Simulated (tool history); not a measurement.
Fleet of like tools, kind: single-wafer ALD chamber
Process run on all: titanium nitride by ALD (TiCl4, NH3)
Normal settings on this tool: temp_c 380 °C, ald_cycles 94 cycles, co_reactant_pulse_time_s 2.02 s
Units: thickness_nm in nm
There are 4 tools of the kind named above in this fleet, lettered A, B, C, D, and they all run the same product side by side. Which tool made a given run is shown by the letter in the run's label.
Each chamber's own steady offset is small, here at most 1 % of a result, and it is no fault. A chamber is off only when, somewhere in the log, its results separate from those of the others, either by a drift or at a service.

run   hour  temp_c  ald_cycles  co_reactant_pulse_time_s  hours since the last thermocouple change  read-back reference wafer on the same gauge, thickness_nm  thickness_nm
 1B    7.9     380          94                      2.02                                    1097.2                                                     2.1885        2.0387
 2A   14.3     380          94                      2.02                                    1012.4                                                     2.1919        2.0322
 3D   23.7     380          94                      2.02                                      26.1                                                     2.1899        2.0482
 4C   35.5     380          94                      2.02                                    1342.6                                                     2.1905        2.0477
 5D   44.1     380          94                      2.02                                      46.5                                                     2.1903        2.0437
 6C   50.7     380          94                      2.02                                    1357.8                                                     2.1907        2.0479
 7A   56.3     380          94                      2.02                                    1054.4                                                     2.1896        2.0272
 8B   63.5     380          94                      2.02                                    1152.8                                                     2.1883        2.0177
 9D   72.4     380          94                      2.02                                      74.8                                                     2.1895        2.0368
10A     79     380          94                      2.02                                    1077.1                                                     2.1878        2.0396
11C   87.1     380          94                      2.02                                    1394.2                                                     2.1895          2.04
12B   95.3     380          94                      2.02                                    1184.6                                                     2.1903        2.0349
13D  101.8     380          94                      2.02                                     104.2                                                      2.187        2.0386
14B  108.7     375          94                      2.02                                      1198                                                     2.1919        2.0172
15A  115.3     375          94                      2.02                                    1113.4                                                     2.1921        2.0238
16C  124.9     375          94                      2.02                                      1432                                                     2.1901        2.0245
17C  132.7     375          94                      2.02                                    1439.8                                                     2.1887         2.034
18A  145.1     380          94                      2.02                                    1143.2                                                     2.1893        2.0226
19B  158.1     380          94                      2.02                                    1247.4                                                     2.1916        2.0321
20D  167.6     380          94                      2.02                                       170                                                     2.1907        2.0444
21C  176.6     380          94                      2.02                                    1483.7                                                     2.1887        2.0504
22A  182.9     380          94                      2.02                                      1181                                                     2.1901        2.0322
23B  191.5     380          94                      2.39                                    1280.8                                                     2.1906        2.0511
24D  202.9     380          94                      2.39                                     205.3                                                     2.1917         2.057
25C  214.5     380          94                      2.39                                    1521.6                                                     2.1917        2.0628
26B  221.4     380          94                      2.39                                    1310.7                                                     2.1884        2.0466
27D  230.6     380          94                      2.02                                       233                                                     2.1908        2.0408
28A  243.4     380          94                      2.02                                    1241.5                                                     2.1901         2.023
29B  251.7     380          94                      2.02                                      1341                                                     2.1901        2.0265
     259.3  -- chamber B: thermocouple changed; heater temperature recalibrated
30D  260.5     380          94                      2.02                                     262.9                                                     2.1883        2.0494
31C  267.8     380          94                      2.02                                    1574.9                                                     2.1924        2.0382
32A  280.4     380          94                      2.02                                    1278.5                                                     2.1888        2.0232
33D  292.7     380          94                      2.02                                     295.1                                                     2.1887        2.0445
34B  303.2     380          94                      2.02                                      43.9                                                     2.1892        2.0213
35A  315.6     389          83                      2.02                                    1313.7                                                     2.1891        1.8037

All 4 chambers run these settings next. Forecast each chamber's results:
36A  324.9     380          94                      1.67                                                                                                                  ?
36B  324.9     380          94                      1.67                                                                                                                  ?
36C  324.9     380          94                      1.67                                                                                                                  ?
36D  324.9     380          94                      1.67                                                                                                                  ?

run  thickness_nm
36A        2.0082
36B        1.9966
36C         2.019
36D        2.0108
